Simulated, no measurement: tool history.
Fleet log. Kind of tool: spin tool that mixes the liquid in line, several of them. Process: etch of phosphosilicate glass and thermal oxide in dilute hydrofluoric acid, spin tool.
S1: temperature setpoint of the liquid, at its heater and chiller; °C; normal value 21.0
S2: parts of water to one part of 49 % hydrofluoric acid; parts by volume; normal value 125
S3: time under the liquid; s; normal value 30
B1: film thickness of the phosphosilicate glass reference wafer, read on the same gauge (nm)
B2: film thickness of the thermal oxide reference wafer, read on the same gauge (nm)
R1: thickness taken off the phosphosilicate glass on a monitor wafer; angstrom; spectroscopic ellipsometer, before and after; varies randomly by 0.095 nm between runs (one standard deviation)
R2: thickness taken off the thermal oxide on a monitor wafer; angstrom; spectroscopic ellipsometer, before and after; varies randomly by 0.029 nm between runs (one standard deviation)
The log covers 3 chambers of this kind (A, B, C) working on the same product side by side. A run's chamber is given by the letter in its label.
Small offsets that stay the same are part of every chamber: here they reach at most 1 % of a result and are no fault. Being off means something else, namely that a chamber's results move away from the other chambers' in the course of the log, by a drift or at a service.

run,day,S1,S2,S3,B1,B2,R1,R2
1C,0.196,21.0,125,30,79.994,50.006,251.32,9.6632
2A,0.429,21.0,125,30,80.040,49.980,252.25,9.7941
3B,0.588,21.0,125,30,79.983,50.007,253.14,10.7290
4B,0.812,21.0,125,30,80.008,49.982,252.60,9.6366
5A,0.954,21.0,125,30,79.981,50.018,252.95,9.7121
6C,1.217,17.0,125,30,80.018,50.023,213.93,8.7035
7B,1.542,17.0,125,30,79.979,49.978,214.49,8.6475
8A,1.812,17.0,125,30,80.000,49.965,214.78,8.2145
9C,2.058,21.0,125,30,79.992,49.991,252.42,10.1230
10C,2.371,21.0,125,30,80.016,50.017,250.73,10.4840
11A,2.629,25.5,125,45,79.983,50.005,450.17,17.1270
12B,2.817,25.5,125,45,80.002,50.005,448.15,17.1900
13B,3.054,25.5,125,45,79.995,50.015,451.44,17.8940
14A,3.304,21.0,125,30,80.026,50.010,252.58,10.0970
15C,3.629,21.0,125,30,79.984,49.990,251.02,9.4959
16C,3.833,21.0,125,30,79.991,50.001,251.38,9.5799
17B,4.012,21.0,125,30,79.977,49.989,251.81,10.2260
18A,4.267,21.0,125,30,79.974,50.021,255.06,10.0700
19A,4.500,21.0,75,15,80.019,50.003,220.79,8.7985
20C,4.779,21.0,75,15,79.958,49.990,221.57,8.7931
21B,5.104,21.0,75,15,80.033,50.015,225.33,8.8388
22C,5.267,21.0,125,30,80.017,50.027,250.98,9.9750
23A,5.483,21.0,125,30,80.023,49.984,253.44,9.6264
24B,5.804,21.0,125,30,80.014,50.019,251.59,9.7541
25C,5.992,21.0,155,30,79.998,49.985,195.11,7.7173
26B,6.162,21.0,155,30,80.030,50.047,196.24,7.8485
27A,6.458,21.0,155,30,80.004,50.011,196.83,7.7972
28C,6.729,21.0,125,20,80.007,50.061,166.50,6.9288
29B,7.025,21.0,125,20,80.026,49.997,167.58,6.8547
30A,7.167,21.0,125,20,80.007,49.999,168.28,6.3678
31B,7.325,21.0,125,30,80.001,50.008,252.52,9.8564
32C,7.646,21.0,125,30,80.026,50.014,251.76,10.0120
33A,7.858,21.0,125,30,80.027,50.004,254.78,10.5280

Is one chamber off against the others, does the gauge drift, or is nothing wrong? If a chamber is off, say which, and what the likeliest cause is.

No chamber stands off beyond its own small offset, and the gauge holds steady.
